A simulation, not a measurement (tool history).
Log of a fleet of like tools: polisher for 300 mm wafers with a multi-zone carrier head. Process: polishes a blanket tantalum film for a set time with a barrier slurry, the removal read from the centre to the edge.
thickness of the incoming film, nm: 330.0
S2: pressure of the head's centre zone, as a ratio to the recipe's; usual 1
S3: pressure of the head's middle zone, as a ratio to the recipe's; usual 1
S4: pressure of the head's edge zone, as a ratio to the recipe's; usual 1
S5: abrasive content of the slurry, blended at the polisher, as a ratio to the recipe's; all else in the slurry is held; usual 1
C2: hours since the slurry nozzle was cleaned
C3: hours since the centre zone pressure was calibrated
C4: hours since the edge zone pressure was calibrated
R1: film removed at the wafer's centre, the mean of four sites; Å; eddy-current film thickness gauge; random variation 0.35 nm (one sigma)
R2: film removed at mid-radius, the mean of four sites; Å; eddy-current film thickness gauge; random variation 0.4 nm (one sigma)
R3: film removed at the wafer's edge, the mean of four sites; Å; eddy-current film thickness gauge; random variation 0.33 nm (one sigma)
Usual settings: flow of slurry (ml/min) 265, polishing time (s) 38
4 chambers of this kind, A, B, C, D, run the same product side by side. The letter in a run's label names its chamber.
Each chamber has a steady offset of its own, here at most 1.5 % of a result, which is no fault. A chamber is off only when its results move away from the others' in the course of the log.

Run 1C, day 0.417: usual settings; wafers polished on this pad 578; C2 322.8; C3 49.7; C4 739. Result: R1 266.01 Å, R2 260.72 Å, R3 274.6 Å.
Run 2D, day 0.804: usual settings; wafers polished on this pad 725; C2 256.4; C3 159.3; C4 994. Result: R1 263.15 Å, R2 269.15 Å, R3 268.46 Å.
Run 3B, day 1.308: usual settings; wafers polished on this pad 730; C2 237.7; C3 378.3; C4 270.8. Result: R1 262.28 Å, R2 267.44 Å, R3 269.53 Å.
At day 1.412: chamber A: worn pad replaced by a new one.
At day 1.471: chamber D: worn pad replaced by a new one.
Run 4A, day 1.825: usual settings; wafers polished on this pad 150; C2 356.6; C3 67.8; C4 690.1. Result: R1 260.22 Å, R2 262.11 Å, R3 265.89 Å.
At day 2.1: chamber B: worn pad replaced by a new one.
Run 5C, day 2.175: usual settings; wafers polished on this pad 1216; C2 365; C3 91.9; C4 781.2. Result: R1 264.18 Å, R2 262.15 Å, R3 269.07 Å.
At day 2.396: chamber D: slurry nozzle cleaned.
At day 2.408: chamber C: worn pad replaced by a new one.
Run 6D, day 2.454: usual settings; wafers polished on this pad 357; C2 1.5; C3 198.9; C4 1033.6. Result: R1 263.73 Å, R2 265.69 Å, R3 261.05 Å.
Run 7A, day 2.846: usual settings but flow of slurry (ml/min) 205; wafers polished on this pad 520; C2 381.1; C3 92.3; C4 714.6. Result: R1 252.38 Å, R2 264.85 Å, R3 257.92 Å.
Run 8B, day 3.079: usual settings but flow of slurry (ml/min) 205; wafers polished on this pad 355; C2 280.2; C3 420.8; C4 313.3. Result: R1 254.62 Å, R2 256.44 Å, R3 260.8 Å.
Run 9A, day 3.342: usual settings but flow of slurry (ml/min) 205; wafers polished on this pad 700; C2 393; C3 104.2; C4 726.5. Result: R1 253 Å, R2 260.24 Å, R3 258.07 Å.
Run 10C, day 3.712: usual settings but flow of slurry (ml/min) 205; wafers polished on this pad 474; C2 401.9; C3 128.8; C4 818.1. Result: R1 259.71 Å, R2 258.53 Å, R3 264.82 Å.
Run 11B, day 3.954: usual settings; wafers polished on this pad 672; C2 301.2; C3 441.8; C4 334.3. Result: R1 267.73 Å, R2 262 Å, R3 262.41 Å.
At day 4.154: chamber C: edge zone pressure recalibrated.
Run 12D, day 4.242: usual settings; wafers polished on this pad 1006; C2 44.4; C3 241.8; C4 1076.5. Result: R1 262.62 Å, R2 263.2 Å, R3 262.75 Å.
At day 4.354: chamber D: worn pad replaced by a new one.
Run 13D, day 4.533: usual settings; wafers polished on this pad 65; C2 51.4; C3 248.8; C4 1083.5. Result: R1 262.81 Å, R2 266.65 Å, R3 263.24 Å.
At day 4.588: chamber A: worn pad replaced by a new one.
At day 4.675: chamber B: worn pad replaced by a new one.
Run 14B, day 5.042: usual settings but S3 1.11, S4 1.05; wafers polished on this pad 134; C2 327.3; C3 467.9; C4 360.4. Result: R1 263.83 Å, R2 302.71 Å, R3 270.66 Å.
At day 5.346: chamber C: worn pad replaced by a new one.
Run 15C, day 5.454: usual settings but S3 1.11, S4 1.05; wafers polished on this pad 39; C2 443.7; C3 170.6; C4 31.3. Result: R1 261.12 Å, R2 287.58 Å, R3 277.95 Å.
Run 16A, day 5.767: usual settings but S3 1.11, S4 1.05; wafers polished on this pad 428; C2 451.2; C3 162.4; C4 784.7. Result: R1 259.04 Å, R2 295.96 Å, R3 268.11 Å.
Run 17B, day 6.129: usual settings but S3 1.11, S4 1.05; wafers polished on this pad 528; C2 353.4; C3 494; C4 386.5. Result: R1 259.91 Å, R2 296.97 Å, R3 274.47 Å.
Run 18A, day 6.567: usual settings; wafers polished on this pad 718; C2 470.4; C3 181.6; C4 803.9. Result: R1 262.85 Å, R2 266.62 Å, R3 255.25 Å.
At day 6.958: chamber B: worn pad replaced by a new one.
At day 7.012: chamber D: worn pad replaced by a new one.
Run 19C, day 7.088: usual settings; wafers polished on this pad 632; C2 482.9; C3 209.8; C4 70.5. Result: R1 259.51 Å, R2 269.78 Å, R3 265.4 Å.
Run 20D, day 7.446: usual settings; wafers polished on this pad 157; C2 121.3; C3 318.7; C4 1153.4. Result: R1 254.26 Å, R2 266.29 Å, R3 257.82 Å.
At day 7.604: chamber A: worn pad replaced by a new one.
Run 21B, day 7.721: usual settings; wafers polished on this pad 277; C2 391.6; C3 532.2; C4 424.7. Result: R1 259.99 Å, R2 259.69 Å, R3 268.28 Å.
Run 22D, day 8.075: usual settings; wafers polished on this pad 385; C2 136.4; C3 333.8; C4 1168.5. Result: R1 244.92 Å, R2 268.24 Å, R3 264.91 Å.
Run 23A, day 8.579: usual settings; wafers polished on this pad 355; C2 518.7; C3 229.9; C4 852.2. Result: R1 269.98 Å, R2 262.05 Å, R3 261.49 Å.
At day 8.912: chamber C: worn pad replaced by a new one.
Run 24C, day 9.012: usual settings; wafers polished on this pad 36; C2 529.1; C3 256; C4 116.7. Result: R1 263.63 Å, R2 259.69 Å, R3 263.84 Å.
At day 9.329: chamber D: worn pad replaced by a new one.
Run 25B, day 9.329: usual settings but flow of slurry (ml/min) 295, S4 1.1; wafers polished on this pad 861; C2 430.2; C3 570.8; C4 463.3. Result: R1 265.87 Å, R2 272.61 Å, R3 286.9 Å.
At day 9.538: chamber B: worn pad replaced by a new one.
Run 26A, day 9.862: usual settings but flow of slurry (ml/min) 295, S4 1.1; wafers polished on this pad 820; C2 549.5; C3 260.7; C4 883. Result: R1 266.16 Å, R2 267.24 Å, R3 280.73 Å.
Run 27C, day 10.35: usual settings but flow of slurry (ml/min) 295, S4 1.1; wafers polished on this pad 522; C2 561.2; C3 288.1; C4 148.8. Result: R1 266.04 Å, R2 260.97 Å, R3 286.17 Å.
At day 10.679: chamber A: worn pad replaced by a new one.
Run 28D, day 10.771: usual settings but flow of slurry (ml/min) 295, S4 1.1; wafers polished on this pad 523; C2 201.1; C3 398.5; C4 1233.2. Result: R1 241.86 Å, R2 271.53 Å, R3 281.89 Å.
Run 29A, day 11.25: usual settings; wafers polished on this pad 207; C2 582.8; C3 294; C4 916.3. Result: R1 266.16 Å, R2 264.68 Å, R3 261.82 Å.
At day 11.262: chamber D: edge zone pressure recalibrated.
Run 30C, day 11.775: usual settings; wafers polished on this pad 1039; C2 595.4; C3 322.3; C4 183. Result: R1 262.32 Å, R2 260.56 Å, R3 271.99 Å.
At day 12.008: chamber D: worn pad replaced by a new one.
At day 12.058: chamber B: worn pad replaced by a new one.
At day 12.108: chamber B: slurry nozzle cleaned.
Run 31B, day 12.208: usual settings; wafers polished on this pad 54; C2 2.5; C3 639.9; C4 532.4. Result: R1 259.32 Å, R2 270.34 Å, R3 271.67 Å.
Run 32D, day 12.662: usual settings but S4 0.92, S5 1.3; wafers polished on this pad 237; C2 246.5; C3 443.9; C4 33.6. Result: R1 256.97 Å, R2 276.32 Å, R3 271.05 Å.
Run 33D, day 13.029: usual settings but S4 0.92, S5 1.3; wafers polished on this pad 370; C2 255.3; C3 452.7; C4 42.4. Result: R1 258.87 Å, R2 289.29 Å, R3 267.91 Å.
Run 34B, day 13.383: usual settings but S4 0.92, S5 1.3; wafers polished on this pad 481; C2 30.7; C3 668.1; C4 560.6. Result: R1 281.26 Å, R2 288.78 Å, R3 274.2 Å.

Next, every chamber runs the same settings. What will each give?
Run 35A, day 13.771: usual settings but S5 0.75. Result: R1 ?, R2 ?, R3 ?.
Run 35B, day 13.771: usual settings but S5 0.75. Result: R1 ?, R2 ?, R3 ?.
Run 35C, day 13.771: usual settings but S5 0.75. Result: R1 ?, R2 ?, R3 ?.
Run 35D, day 13.771: usual settings but S5 0.75. Result: R1 ?, R2 ?, R3 ?.

run      R1      R2      R3
35A  245.87  249.71  242.17
35B  242.35  242.34  247.35
35C  245.32  247.42  243.59
35D  217.18  242.06  243.61

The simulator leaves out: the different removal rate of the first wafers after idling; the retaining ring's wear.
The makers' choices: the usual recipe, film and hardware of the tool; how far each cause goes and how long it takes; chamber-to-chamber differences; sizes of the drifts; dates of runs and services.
